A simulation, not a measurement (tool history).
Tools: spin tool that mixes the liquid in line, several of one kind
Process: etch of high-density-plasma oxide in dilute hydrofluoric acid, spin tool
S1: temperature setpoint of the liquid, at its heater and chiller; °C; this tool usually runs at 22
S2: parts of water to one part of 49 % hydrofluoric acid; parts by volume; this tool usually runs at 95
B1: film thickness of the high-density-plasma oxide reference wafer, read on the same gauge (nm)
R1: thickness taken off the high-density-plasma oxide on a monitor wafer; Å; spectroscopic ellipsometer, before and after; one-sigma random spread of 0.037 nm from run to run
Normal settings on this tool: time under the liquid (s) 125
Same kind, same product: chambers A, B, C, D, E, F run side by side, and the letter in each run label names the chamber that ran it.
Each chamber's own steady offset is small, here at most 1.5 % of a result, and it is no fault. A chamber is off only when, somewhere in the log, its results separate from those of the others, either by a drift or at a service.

run 1D hour=4.2 | S1=22 S2=95 time_under_the_liquid_(s)=125 | B1=140.02 | R1=66.001
run 2A hour=8.6 | S1=22 S2=95 time_under_the_liquid_(s)=125 | B1=140 | R1=67.135
run 3E hour=17.8 | S1=22 S2=95 time_under_the_liquid_(s)=125 | B1=140.05 | R1=66.235
run 4B hour=26 | S1=22 S2=95 time_under_the_liquid_(s)=125 | B1=139.99 | R1=66.775
run 5F hour=35.7 | S1=22 S2=95 time_under_the_liquid_(s)=125 | B1=140.05 | R1=65.997
run 6C hour=44.6 | S1=22 S2=95 time_under_the_liquid_(s)=125 | B1=140.02 | R1=65.794
run 7F hour=50.3 | S1=22 S2=95 time_under_the_liquid_(s)=125 | B1=139.95 | R1=65.901
run 8B hour=55.7 | S1=22 S2=95 time_under_the_liquid_(s)=125 | B1=139.94 | R1=66.332
run 9D hour=63.2 | S1=22 S2=95 time_under_the_liquid_(s)=125 | B1=139.98 | R1=66.247
run 10E hour=68.8 | S1=20 S2=125 time_under_the_liquid_(s)=125 | B1=139.97 | R1=44.959
run 11C hour=77.1 | S1=20 S2=125 time_under_the_liquid_(s)=125 | B1=140.08 | R1=45.292
run 12A hour=86.2 | S1=20 S2=125 time_under_the_liquid_(s)=125 | B1=139.97 | R1=44.704
run 13A hour=94.7 | S1=20 S2=125 time_under_the_liquid_(s)=125 | B1=139.95 | R1=44.311
run 14C hour=100.7 | S1=20 S2=125 time_under_the_liquid_(s)=125 | B1=140.06 | R1=44.736
run 15F hour=105.1 | S1=20 S2=125 time_under_the_liquid_(s)=125 | B1=139.99 | R1=44.507
run 16E hour=114 | S1=22 S2=95 time_under_the_liquid_(s)=125 | B1=140.05 | R1=66.152
run 17B hour=120.9 | S1=22 S2=95 time_under_the_liquid_(s)=125 | B1=140 | R1=65.852
run 18D hour=126.1 | S1=22 S2=95 time_under_the_liquid_(s)=125 | B1=140.02 | R1=65.866
run 19C hour=135.2 | S1=22 S2=95 time_under_the_liquid_(s)=125 | B1=140 | R1=66.289
run 20B hour=140.5 | S1=22 S2=95 time_under_the_liquid_(s)=125 | B1=140.04 | R1=66.748
run 21A hour=149 | S1=22 S2=95 time_under_the_liquid_(s)=125 | B1=140 | R1=64.693
run 22D hour=153.4 | S1=22 S2=95 time_under_the_liquid_(s)=125 | B1=139.98 | R1=67.08
run 23E hour=162.7 | S1=22 S2=95 time_under_the_liquid_(s)=125 | B1=140 | R1=65.907
run 24F hour=172.4 | S1=22 S2=95 time_under_the_liquid_(s)=125 | B1=140.08 | R1=65.993
run 25A hour=180.6 | S1=22 S2=95 time_under_the_liquid_(s)=125 | B1=139.97 | R1=64.478
-- hour=180.8 chamber E: hydrofluoric acid flow meter replaced
run 26B hour=190.4 | S1=22 S2=95 time_under_the_liquid_(s)=125 | B1=140.05 | R1=67.232
run 27C hour=199.3 | S1=22 S2=95 time_under_the_liquid_(s)=125 | B1=140.04 | R1=66.698
run 28D hour=203.9 | S1=22 S2=95 time_under_the_liquid_(s)=125 | B1=139.99 | R1=66.541
run 29F hour=208.9 | S1=22 S2=95 time_under_the_liquid_(s)=125 | B1=139.98 | R1=66.035
run 30E hour=213.6 | S1=22 S2=95 time_under_the_liquid_(s)=125 | B1=139.96 | R1=66.064
run 31B hour=219.7 | S1=22 S2=95 time_under_the_liquid_(s)=125 | B1=140.02 | R1=66.523
run 32A hour=228.4 | S1=22 S2=95 time_under_the_liquid_(s)=125 | B1=139.98 | R1=63.169
run 33D hour=236.5 | S1=22 S2=95 time_under_the_liquid_(s)=125 | B1=139.99 | R1=67.05
run 34E hour=244.5 | S1=22 S2=95 time_under_the_liquid_(s)=125 | B1=140.03 | R1=65.946
run 35F hour=252.1 | S1=22 S2=95 time_under_the_liquid_(s)=125 | B1=140.01 | R1=65.878
run 36C hour=261.5 | S1=22 S2=95 time_under_the_liquid_(s)=125 | B1=139.97 | R1=65.803
run 37A hour=270.1 | S1=22 S2=95 time_under_the_liquid_(s)=125 | B1=140.03 | R1=62.24

All chambers now run identical settings, listed one chamber a line with results as question marks. What results will each chamber show?
run 38A hour=277.1 | S1=22 S2=95 time_under_the_liquid_(s)=125 | R1=?
run 38B hour=277.1 | S1=22 S2=95 time_under_the_liquid_(s)=125 | R1=?
run 38C hour=277.1 | S1=22 S2=95 time_under_the_liquid_(s)=125 | R1=?
run 38D hour=277.1 | S1=22 S2=95 time_under_the_liquid_(s)=125 | R1=?
run 38E hour=277.1 | S1=22 S2=95 time_under_the_liquid_(s)=125 | R1=?
run 38F hour=277.1 | S1=22 S2=95 time_under_the_liquid_(s)=125 | R1=?

run=38A R1=62.878
run=38B R1=66.208
run=38C R1=66.38
run=38D R1=65.844
run=38E R1=66.383
run=38F R1=65.711

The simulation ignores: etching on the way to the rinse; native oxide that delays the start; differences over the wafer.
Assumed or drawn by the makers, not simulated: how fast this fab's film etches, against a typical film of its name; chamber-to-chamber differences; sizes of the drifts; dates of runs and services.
